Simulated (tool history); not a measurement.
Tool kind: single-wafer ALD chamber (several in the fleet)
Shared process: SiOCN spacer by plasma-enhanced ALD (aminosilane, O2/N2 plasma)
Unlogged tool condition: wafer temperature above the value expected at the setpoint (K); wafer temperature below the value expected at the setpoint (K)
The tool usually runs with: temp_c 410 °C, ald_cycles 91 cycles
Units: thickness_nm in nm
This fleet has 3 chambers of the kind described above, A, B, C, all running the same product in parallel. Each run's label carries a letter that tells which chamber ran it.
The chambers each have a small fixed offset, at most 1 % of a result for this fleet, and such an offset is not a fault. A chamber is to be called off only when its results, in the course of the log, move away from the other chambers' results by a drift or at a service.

run,hour,temp_c,ald_cycles,hours since the last thermocouple change,"read-back reference wafer on the same gauge, thickness_nm",thickness_nm
1B,6,410,91,1064,5.7368,5.3153
2A,12.7,410,91,1980.6,5.7389,5.272
3C,19.9,410,91,1847.1,5.7415,5.3171
4A,25.2,410,91,1993.1,5.7446,5.2473
5C,33.5,410,91,1860.7,5.7446,5.3374
6B,38.2,410,91,1096.2,5.7381,5.3147
7A,45.9,410,91,2013.8,5.7374,5.2622
8C,51,410,91,1878.2,5.7406,5.322
9B,55.3,422,91,1113.3,5.7349,5.095
10B,61.6,422,91,1119.6,5.7411,5.111
11C,69.7,422,91,1896.9,5.7358,5.1413
12A,78.9,410,91,2046.8,5.7393,5.2799
13A,84.9,410,91,2052.8,5.7365,5.2732
14B,93.4,410,91,1151.4,5.745,5.3217
15C,99.8,403,101,1927,5.7381,6.0245
16B,105.8,403,101,1163.8,5.7402,5.9973
17A,113.5,403,101,2081.4,5.7452,5.9824
# hour 114.3: chamber B: thermocouple changed; heater temperature recalibrated
18C,120.7,410,91,1947.9,5.7385,5.3272
19A,129.2,410,91,2097.1,5.7405,5.2929
20C,136.4,410,91,1963.6,5.7426,5.3563
21B,142.1,410,91,27.8,5.7399,5.3382
22B,148.7,410,91,34.4,5.7463,5.3071
23C,153.3,410,91,1980.5,5.7387,5.3445
24A,158.5,410,91,2126.4,5.7424,5.2674
25C,165.4,410,91,1992.6,5.7392,5.3201
26B,174.2,419,91,59.9,5.7369,5.1704
27A,180,419,91,2147.9,5.7388,5.1258
28B,185.9,419,91,71.6,5.7421,5.1488
29A,194.7,410,91,2162.6,5.7371,5.2801
30C,202.7,410,91,2029.9,5.7403,5.3335
31A,207.6,410,91,2175.5,5.7454,5.2526
32B,212.9,410,91,98.6,5.7351,5.3555
33C,220.1,410,91,2047.3,5.7439,5.3281
34C,224.1,410,91,2051.3,5.7345,5.3212
35B,228.6,410,91,114.3,5.7428,5.2963
36A,237.2,410,91,2205.1,5.738,5.2732
37C,243.8,410,91,2071,5.7397,5.3463
38A,248.5,410,91,2216.4,5.7397,5.2805
39B,256.8,410,91,142.5,5.7378,5.3221
40C,263.3,410,78,2090.5,5.7436,4.5682
41A,270.5,410,78,2238.4,5.7363,4.5235
42B,274.9,410,78,160.6,5.7409,4.5514
43A,283.2,424,91,2251.1,5.7385,5.0758
44B,287.7,424,91,173.4,5.7434,5.0943

Does one chamber stand apart from the rest, does the shared gauge drift, or is all well apart from small per-chamber offsets? Give the chamber and the most likely cause, where there is one.

Nothing is wrong: each chamber keeps only its own small, steady offset and the gauge holds still.

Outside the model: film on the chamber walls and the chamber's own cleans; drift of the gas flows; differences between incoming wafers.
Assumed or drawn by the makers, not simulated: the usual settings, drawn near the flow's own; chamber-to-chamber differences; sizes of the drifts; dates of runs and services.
